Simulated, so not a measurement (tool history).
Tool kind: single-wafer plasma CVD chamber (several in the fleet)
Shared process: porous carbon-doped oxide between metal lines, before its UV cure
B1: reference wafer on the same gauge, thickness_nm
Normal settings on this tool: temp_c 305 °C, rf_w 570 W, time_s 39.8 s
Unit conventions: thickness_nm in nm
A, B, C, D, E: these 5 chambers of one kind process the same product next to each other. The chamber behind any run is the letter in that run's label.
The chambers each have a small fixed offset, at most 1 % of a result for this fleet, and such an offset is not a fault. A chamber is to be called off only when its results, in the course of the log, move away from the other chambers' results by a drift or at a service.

run 1E hour=8.4 | temp_c=305 rf_w=570 time_s=39.8 | B1=266.82 | thickness_nm=225.80
run 2A hour=15.2 | temp_c=305 rf_w=570 time_s=39.8 | B1=266.89 | thickness_nm=225.24
run 3C hour=23.5 | temp_c=305 rf_w=570 time_s=39.8 | B1=266.84 | thickness_nm=227.94
run 4B hour=28.5 | temp_c=305 rf_w=570 time_s=39.8 | B1=267.07 | thickness_nm=225.73
run 5D hour=37.7 | temp_c=305 rf_w=570 time_s=39.8 | B1=266.65 | thickness_nm=225.38
run 6E hour=47.1 | temp_c=305 rf_w=570 time_s=39.8 | B1=267.08 | thickness_nm=224.88
run 7B hour=56.7 | temp_c=305 rf_w=570 time_s=39.8 | B1=267.11 | thickness_nm=225.00
run 8C hour=65.7 | temp_c=305 rf_w=570 time_s=39.8 | B1=267.10 | thickness_nm=228.39
run 9A hour=75.0 | temp_c=305 rf_w=570 time_s=44.0 | B1=266.90 | thickness_nm=248.05
run 10D hour=79.8 | temp_c=305 rf_w=570 time_s=44.0 | B1=267.14 | thickness_nm=248.52
run 11D hour=89.1 | temp_c=305 rf_w=570 time_s=44.0 | B1=267.10 | thickness_nm=249.50
-- hour=94.9 chamber A: thermocouple changed; heater temperature recalibrated
run 12E hour=94.9 | temp_c=305 rf_w=570 time_s=44.0 | B1=266.75 | thickness_nm=247.82
run 13B hour=102.0 | temp_c=305 rf_w=570 time_s=44.0 | B1=267.02 | thickness_nm=247.90
-- hour=102.2 chamber C: RF generator calibrated
run 14A hour=106.3 | temp_c=305 rf_w=570 time_s=39.8 | B1=266.90 | thickness_nm=218.80
run 15C hour=110.9 | temp_c=305 rf_w=570 time_s=39.8 | B1=267.05 | thickness_nm=227.18
run 16C hour=120.2 | temp_c=305 rf_w=570 time_s=39.8 | B1=267.05 | thickness_nm=227.86
run 17B hour=125.0 | temp_c=305 rf_w=570 time_s=39.8 | B1=267.06 | thickness_nm=224.73
run 18E hour=129.4 | temp_c=305 rf_w=570 time_s=39.8 | B1=267.09 | thickness_nm=225.77
run 19D hour=136.0 | temp_c=305 rf_w=570 time_s=39.8 | B1=267.07 | thickness_nm=225.65
run 20A hour=141.2 | temp_c=305 rf_w=570 time_s=39.8 | B1=267.02 | thickness_nm=218.73
run 21C hour=150.1 | temp_c=305 rf_w=570 time_s=39.8 | B1=266.97 | thickness_nm=226.85
run 22D hour=156.9 | temp_c=305 rf_w=570 time_s=39.8 | B1=266.91 | thickness_nm=227.07
run 23B hour=165.9 | temp_c=305 rf_w=570 time_s=39.8 | B1=266.89 | thickness_nm=225.05
run 24A hour=171.1 | temp_c=305 rf_w=570 time_s=39.8 | B1=267.04 | thickness_nm=218.81
run 25E hour=179.5 | temp_c=305 rf_w=570 time_s=39.8 | B1=266.87 | thickness_nm=226.39
run 26B hour=186.3 | temp_c=313 rf_w=570 time_s=42.9 | B1=266.76 | thickness_nm=230.57
run 27E hour=191.9 | temp_c=313 rf_w=570 time_s=42.9 | B1=266.97 | thickness_nm=231.96
run 28C hour=197.0 | temp_c=313 rf_w=570 time_s=42.9 | B1=266.87 | thickness_nm=235.87
-- hour=202.7 chamber A: RF generator calibrated
run 29A hour=202.9 | temp_c=313 rf_w=570 time_s=42.9 | B1=267.10 | thickness_nm=225.31
run 30D hour=209.5 | temp_c=313 rf_w=570 time_s=42.9 | B1=266.83 | thickness_nm=231.82
run 31B hour=217.3 | temp_c=295 rf_w=570 time_s=39.8 | B1=266.89 | thickness_nm=237.23
run 32C hour=224.8 | temp_c=295 rf_w=570 time_s=39.8 | B1=266.91 | thickness_nm=240.84
run 33D hour=231.4 | temp_c=295 rf_w=570 time_s=39.8 | B1=266.99 | thickness_nm=239.43
run 34A hour=239.3 | temp_c=295 rf_w=570 time_s=39.8 | B1=267.01 | thickness_nm=231.92
run 35E hour=248.2 | temp_c=295 rf_w=570 time_s=39.8 | B1=266.96 | thickness_nm=237.35
-- hour=252.4 chamber D: RF generator calibrated
run 36B hour=253.5 | temp_c=305 rf_w=570 time_s=39.8 | B1=267.10 | thickness_nm=223.82
run 37A hour=259.3 | temp_c=305 rf_w=570 time_s=39.8 | B1=267.07 | thickness_nm=219.98
run 38C hour=265.9 | temp_c=316 rf_w=570 time_s=36.1 | B1=266.85 | thickness_nm=194.64
run 39D hour=271.5 | temp_c=316 rf_w=570 time_s=36.1 | B1=267.06 | thickness_nm=193.85

Has any chamber moved away from the others, gradually or after a service, or does the common gauge drift, or do the chambers differ only by their own small steady offsets? State the chamber and the most likely cause if one applies.

A service on chamber A put it out of line with the rest.
What lies behind it: wafer temperature above the value expected at the setpoint (K) = 5.44.

Here are 4 candidates for chamber A's next run, each the usual settings with a change, their results left as question marks. Which one brings its results back in line with what the others give on the usual settings?
Maximum distance from the other chambers' mean on the usual settings for a result to count as in line: thickness_nm 2.40 nm
run 40A-1 hour=278.7 | temp_c=306 rf_w=555 time_s=38.0 | thickness_nm=?
run 40A-2 hour=278.7 | temp_c=299 rf_w=570 time_s=39.8 | thickness_nm=?
run 40A-3 hour=278.7 | temp_c=305 rf_w=570 time_s=38.4 | thickness_nm=?
run 40A-4 hour=278.7 | temp_c=303 rf_w=570 time_s=42.3 | thickness_nm=?

Mean of the other chambers on the usual settings: thickness_nm 226.33 nm
run=40A-1 thickness_nm=204.72
run=40A-2 thickness_nm=226.33
run=40A-3 thickness_nm=211.61
run=40A-4 thickness_nm=235.04
With 40A-2, the chamber falls back in line with the rest.

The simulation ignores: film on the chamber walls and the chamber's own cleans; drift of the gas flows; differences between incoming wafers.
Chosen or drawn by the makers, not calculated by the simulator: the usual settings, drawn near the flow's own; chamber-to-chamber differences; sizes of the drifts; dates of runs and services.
